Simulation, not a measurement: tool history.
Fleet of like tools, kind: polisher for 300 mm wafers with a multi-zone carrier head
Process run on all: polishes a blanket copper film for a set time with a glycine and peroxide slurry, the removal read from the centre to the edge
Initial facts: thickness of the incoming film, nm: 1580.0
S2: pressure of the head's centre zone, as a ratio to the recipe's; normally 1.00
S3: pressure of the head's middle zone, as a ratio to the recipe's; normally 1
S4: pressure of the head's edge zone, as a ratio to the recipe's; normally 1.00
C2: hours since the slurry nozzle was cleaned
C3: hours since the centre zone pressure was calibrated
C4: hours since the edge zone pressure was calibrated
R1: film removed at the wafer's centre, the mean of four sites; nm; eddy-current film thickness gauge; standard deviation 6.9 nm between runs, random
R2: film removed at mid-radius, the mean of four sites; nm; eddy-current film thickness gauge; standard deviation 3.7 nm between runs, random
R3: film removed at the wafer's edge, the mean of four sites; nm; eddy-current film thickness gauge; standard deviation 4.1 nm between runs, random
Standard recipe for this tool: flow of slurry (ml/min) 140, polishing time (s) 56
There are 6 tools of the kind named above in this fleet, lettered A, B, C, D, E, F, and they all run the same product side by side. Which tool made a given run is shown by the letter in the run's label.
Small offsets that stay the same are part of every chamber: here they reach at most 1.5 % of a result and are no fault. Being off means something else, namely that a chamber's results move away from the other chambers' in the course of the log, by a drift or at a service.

run 1D day=0.183 | flow_of_slurry_(ml/min)=140 S2=1.00 S3=1 S4=1.00 polishing_time_(s)=56 | wafers_polished_on_this_pad=651 C2=51.4 C3=558.2 C4=123.1 | R1=500.26 R2=526.98 R3=510.03
run 2E day=0.392 | flow_of_slurry_(ml/min)=140 S2=1.00 S3=1 S4=1.00 polishing_time_(s)=56 | wafers_polished_on_this_pad=351 C2=22.6 C3=305.2 C4=428.5 | R1=526.50 R2=518.67 R3=512.23
-- day=0.404 chamber D: worn pad replaced by a new one
-- day=0.579 chamber A: slurry nozzle cleaned
run 3C day=0.604 | flow_of_slurry_(ml/min)=140 S2=1.00 S3=1 S4=1.00 polishing_time_(s)=56 | wafers_polished_on_this_pad=497 C2=124.6 C3=120.9 C4=86.9 | R1=521.35 R2=518.93 R3=521.84
-- day=0.733 chamber E: edge zone pressure recalibrated
run 4F day=0.862 | flow_of_slurry_(ml/min)=140 S2=1.00 S3=1 S4=1.00 polishing_time_(s)=56 | wafers_polished_on_this_pad=389 C2=214.0 C3=173.2 C4=509.6 | R1=514.24 R2=511.86 R3=523.08
-- day=0.979 chamber C: worn pad replaced by a new one
run 5B day=1.021 | flow_of_slurry_(ml/min)=140 S2=1.00 S3=1 S4=1.00 polishing_time_(s)=56 | wafers_polished_on_this_pad=1006 C2=303.2 C3=337.1 C4=299.1 | R1=521.69 R2=507.90 R3=524.39
run 6A day=1.271 | flow_of_slurry_(ml/min)=140 S2=1.00 S3=1 S4=1.00 polishing_time_(s)=56 | wafers_polished_on_this_pad=639 C2=16.7 C3=331.5 C4=370.5 | R1=517.85 R2=515.61 R3=513.75
run 7B day=1.525 | flow_of_slurry_(ml/min)=140 S2=1.00 S3=1 S4=1.00 polishing_time_(s)=56 | wafers_polished_on_this_pad=1152 C2=315.3 C3=349.2 C4=311.2 | R1=510.96 R2=511.19 R3=517.43
run 8E day=1.812 | flow_of_slurry_(ml/min)=140 S2=1.00 S3=1 S4=1.00 polishing_time_(s)=56 | wafers_polished_on_this_pad=763 C2=56.7 C3=339.3 C4=26.0 | R1=518.03 R2=520.70 R3=518.04
-- day=1.862 chamber A: worn pad replaced by a new one
run 9C day=2.079 | flow_of_slurry_(ml/min)=140 S2=1.00 S3=1 S4=1.00 polishing_time_(s)=56 | wafers_polished_on_this_pad=320 C2=160.0 C3=156.3 C4=122.3 | R1=524.17 R2=518.70 R3=515.91
-- day=2.200 chamber B: slurry nozzle cleaned
run 10F day=2.350 | flow_of_slurry_(ml/min)=140 S2=1.00 S3=1 S4=1.00 polishing_time_(s)=56 | wafers_polished_on_this_pad=821 C2=249.7 C3=208.9 C4=545.3 | R1=508.79 R2=520.32 R3=526.04
run 11D day=2.596 | flow_of_slurry_(ml/min)=140 S2=1.00 S3=1 S4=1.00 polishing_time_(s)=56 | wafers_polished_on_this_pad=636 C2=109.3 C3=616.1 C4=181.0 | R1=504.83 R2=520.21 R3=516.53
-- day=2.688 chamber B: worn pad replaced by a new one
run 12A day=2.854 | flow_of_slurry_(ml/min)=140 S2=1.00 S3=1 S4=1.00 polishing_time_(s)=56 | wafers_polished_on_this_pad=287 C2=54.7 C3=369.5 C4=408.5 | R1=509.69 R2=521.00 R3=521.26
-- day=2.975 chamber C: worn pad replaced by a new one
run 13D day=3.096 | flow_of_slurry_(ml/min)=140 S2=1.00 S3=1 S4=1.00 polishing_time_(s)=56 | wafers_polished_on_this_pad=781 C2=121.3 C3=628.1 C4=193.0 | R1=505.34 R2=521.28 R3=525.00
-- day=3.125 chamber D: worn pad replaced by a new one
-- day=3.229 chamber E: worn pad replaced by a new one
run 14F day=3.254 | flow_of_slurry_(ml/min)=140 S2=1.00 S3=1 S4=1.00 polishing_time_(s)=56 | wafers_polished_on_this_pad=1083 C2=271.4 C3=230.6 C4=567.0 | R1=506.41 R2=512.28 R3=517.80
-- day=3.325 chamber D: centre zone pressure recalibrated
run 15A day=3.383 | flow_of_slurry_(ml/min)=140 S2=1.00 S3=1 S4=1.00 polishing_time_(s)=56 | wafers_polished_on_this_pad=441 C2=67.4 C3=382.2 C4=421.2 | R1=504.35 R2=520.41 R3=519.26
run 16E day=3.575 | flow_of_slurry_(ml/min)=140 S2=1.00 S3=1 S4=1.00 polishing_time_(s)=56 | wafers_polished_on_this_pad=100 C2=99.0 C3=381.6 C4=68.3 | R1=516.38 R2=519.31 R3=527.11
run 17C day=3.704 | flow_of_slurry_(ml/min)=140 S2=1.00 S3=1 S4=1.00 polishing_time_(s)=56 | wafers_polished_on_this_pad=211 C2=199.0 C3=195.3 C4=161.3 | R1=508.93 R2=511.76 R3=517.20
run 18B day=3.883 | flow_of_slurry_(ml/min)=140 S2=1.00 S3=1 S4=1.00 polishing_time_(s)=56 | wafers_polished_on_this_pad=347 C2=40.5 C3=405.8 C4=367.8 | R1=522.66 R2=515.40 R3=529.81
-- day=3.925 chamber F: worn pad replaced by a new one
run 19E day=4.162 | flow_of_slurry_(ml/min)=140 S2=1.00 S3=1 S4=1.00 polishing_time_(s)=56 | wafers_polished_on_this_pad=270 C2=113.1 C3=395.7 C4=82.4 | R1=527.47 R2=524.37 R3=516.36
run 20B day=4.333 | flow_of_slurry_(ml/min)=140 S2=0.96 S3=1 S4=1.12 polishing_time_(s)=56 | wafers_polished_on_this_pad=478 C2=51.3 C3=416.6 C4=378.6 | R1=515.58 R2=516.69 R3=559.05
run 21C day=4.588 | flow_of_slurry_(ml/min)=140 S2=0.96 S3=1 S4=1.12 polishing_time_(s)=56 | wafers_polished_on_this_pad=467 C2=220.2 C3=216.5 C4=182.5 | R1=491.39 R2=520.13 R3=557.87
-- day=4.662 chamber A: worn pad replaced by a new one
-- day=4.742 chamber C: worn pad replaced by a new one
run 22F day=4.796 | flow_of_slurry_(ml/min)=140 S2=0.96 S3=1 S4=1.12 polishing_time_(s)=56 | wafers_polished_on_this_pad=253 C2=308.4 C3=267.6 C4=604.0 | R1=491.96 R2=517.06 R3=552.87
run 23A day=4.950 | flow_of_slurry_(ml/min)=140 S2=0.96 S3=1 S4=1.12 polishing_time_(s)=56 | wafers_polished_on_this_pad=83 C2=105.0 C3=419.8 C4=458.8 | R1=501.92 R2=506.78 R3=554.12
run 24D day=5.096 | flow_of_slurry_(ml/min)=140 S2=0.96 S3=1 S4=1.12 polishing_time_(s)=56 | wafers_polished_on_this_pad=571 C2=169.3 C3=42.5 C4=241.0 | R1=498.02 R2=521.58 R3=552.03
run 25B day=5.258 | flow_of_slurry_(ml/min)=140 S2=0.96 S3=1 S4=1.12 polishing_time_(s)=56 | wafers_polished_on_this_pad=746 C2=73.5 C3=438.8 C4=400.8 | R1=521.57 R2=512.64 R3=559.56
run 26F day=5.421 | flow_of_slurry_(ml/min)=140 S2=1.00 S3=1 S4=1.00 polishing_time_(s)=56 | wafers_polished_on_this_pad=434 C2=323.4 C3=282.6 C4=619.0 | R1=512.44 R2=514.94 R3=514.58
-- day=5.450 chamber D: worn pad replaced by a new one
run 27A day=5.600 | flow_of_slurry_(ml/min)=140 S2=1.00 S3=1 S4=1.00 polishing_time_(s)=56 | wafers_polished_on_this_pad=272 C2=120.6 C3=435.4 C4=474.4 | R1=505.47 R2=510.78 R3=520.40
run 28E day=5.767 | flow_of_slurry_(ml/min)=140 S2=1.00 S3=1 S4=1.00 polishing_time_(s)=56 | wafers_polished_on_this_pad=735 C2=151.6 C3=434.2 C4=120.9 | R1=530.70 R2=518.68 R3=524.81
run 29D day=5.904 | flow_of_slurry_(ml/min)=140 S2=1.00 S3=1 S4=1.00 polishing_time_(s)=56 | wafers_polished_on_this_pad=131 C2=188.7 C3=61.9 C4=260.4 | R1=522.22 R2=520.81 R3=515.94
run 30C day=6.179 | flow_of_slurry_(ml/min)=140 S2=1.00 S3=1 S4=1.00 polishing_time_(s)=56 | wafers_polished_on_this_pad=417 C2=258.4 C3=254.7 C4=220.7 | R1=518.03 R2=522.78 R3=525.18
-- day=6.321 chamber E: centre zone pressure recalibrated
run 31F day=6.442 | flow_of_slurry_(ml/min)=140 S2=1.00 S3=1 S4=1.00 polishing_time_(s)=56 | wafers_polished_on_this_pad=730 C2=347.9 C3=307.1 C4=643.5 | R1=506.44 R2=517.57 R3=517.91
run 32A day=6.662 | flow_of_slurry_(ml/min)=140 S2=1.00 S3=1 S4=1.00 polishing_time_(s)=56 | wafers_polished_on_this_pad=580 C2=146.1 C3=460.9 C4=499.9 | R1=516.53 R2=521.36 R3=518.85
-- day=6.683 chamber C: worn pad replaced by a new one
run 33C day=6.904 | flow_of_slurry_(ml/min)=140 S2=1.00 S3=1 S4=1.00 polishing_time_(s)=63 | wafers_polished_on_this_pad=64 C2=275.8 C3=272.1 C4=238.1 | R1=585.81 R2=584.21 R3=584.53
run 34E day=7.133 | flow_of_slurry_(ml/min)=140 S2=1.00 S3=1 S4=1.00 polishing_time_(s)=63 | wafers_polished_on_this_pad=1132 C2=184.4 C3=19.6 C4=153.7 | R1=569.57 R2=585.88 R3=575.50
-- day=7.246 chamber D: slurry nozzle cleaned
-- day=7.325 chamber B: worn pad replaced by a new one
run 35B day=7.371 | flow_of_slurry_(ml/min)=140 S2=1.00 S3=1 S4=1.00 polishing_time_(s)=63 | wafers_polished_on_this_pad=14 C2=124.2 C3=489.5 C4=451.5 | R1=619.88 R2=571.98 R3=586.89
-- day=7.546 chamber A: worn pad replaced by a new one
-- day=7.562 chamber E: worn pad replaced by a new one
run 36D day=7.642 | flow_of_slurry_(ml/min)=140 S2=1.00 S3=1 S4=1.00 polishing_time_(s)=63 | wafers_polished_on_this_pad=635 C2=9.6 C3=103.6 C4=302.1 | R1=584.47 R2=584.28 R3=584.72
run 37A day=7.771 | flow_of_slurry_(ml/min)=140 S2=1.00 S3=1 S4=1.00 polishing_time_(s)=63 | wafers_polished_on_this_pad=65 C2=172.7 C3=487.5 C4=526.5 | R1=578.93 R2=580.81 R3=588.16
run 38B day=7.975 | flow_of_slurry_(ml/min)=140 S2=1.00 S3=1 S4=1.00 polishing_time_(s)=63 | wafers_polished_on_this_pad=189 C2=138.7 C3=504.0 C4=466.0 | R1=623.28 R2=573.50 R3=587.66
run 39E day=8.154 | flow_of_slurry_(ml/min)=140 S2=1.00 S3=1 S4=1.00 polishing_time_(s)=56 | wafers_polished_on_this_pad=172 C2=208.9 C3=44.1 C4=178.2 | R1=511.93 R2=519.44 R3=518.60
-- day=8.175 chamber D: worn pad replaced by a new one
run 40D day=8.342 | flow_of_slurry_(ml/min)=140 S2=1.00 S3=1 S4=1.00 polishing_time_(s)=56 | wafers_polished_on_this_pad=48 C2=26.4 C3=120.4 C4=318.9 | R1=513.09 R2=515.58 R3=517.41
-- day=8.517 chamber C: worn pad replaced by a new one
run 41C day=8.525 | flow_of_slurry_(ml/min)=140 S2=1.00 S3=1 S4=1.00 polishing_time_(s)=56 | wafers_polished_on_this_pad=2 C2=314.7 C3=311.0 C4=277.0 | R1=510.39 R2=524.70 R3=523.47

One chamber off, gauge drift, or nothing amiss beyond the chambers' own small offsets? If it is a chamber, which one, and what is the likeliest cause?

It is chamber B that slowly wanders off from its peers.
Cause: centre zone's pressure above its setpoint, % = 9.3.

Here are 4 candidates for chamber B's next run, each the usual settings with a change, their results left as question marks. Which one brings its results back in line with what the others give on the usual settings?
To be in line, a result may differ from the other chambers' mean on the usual settings by at most: R1 24.00 nm; R2 13.00 nm; R3 14.00 nm
run 42B-1 day=8.729 | flow_of_slurry_(ml/min)=135 S2=0.93 S3=1.03 S4=1.02 polishing_time_(s)=55 | R1=? R2=? R3=?
run 42B-2 day=8.729 | flow_of_slurry_(ml/min)=140 S2=1.01 S3=0.99 S4=1.00 polishing_time_(s)=56 | R1=? R2=? R3=?
run 42B-3 day=8.729 | flow_of_slurry_(ml/min)=140 S2=0.99 S3=1.01 S4=1.00 polishing_time_(s)=56 | R1=? R2=? R3=?
run 42B-4 day=8.729 | flow_of_slurry_(ml/min)=145 S2=1.07 S3=0.97 S4=0.98 polishing_time_(s)=57 | R1=? R2=? R3=?

The other chambers' mean on the usual settings: R1 514.16 nm; R2 516.75 nm; R3 518.35 nm
run=42B-1 R1=511.97 R2=513.95 R3=515.65
run=42B-2 R1=575.77 R2=507.87 R3=522.67
run=42B-3 R1=563.30 R2=517.48 R3=522.52
run=42B-4 R1=629.24 R2=510.59 R3=529.21
42B-1 brings the chamber back in line.

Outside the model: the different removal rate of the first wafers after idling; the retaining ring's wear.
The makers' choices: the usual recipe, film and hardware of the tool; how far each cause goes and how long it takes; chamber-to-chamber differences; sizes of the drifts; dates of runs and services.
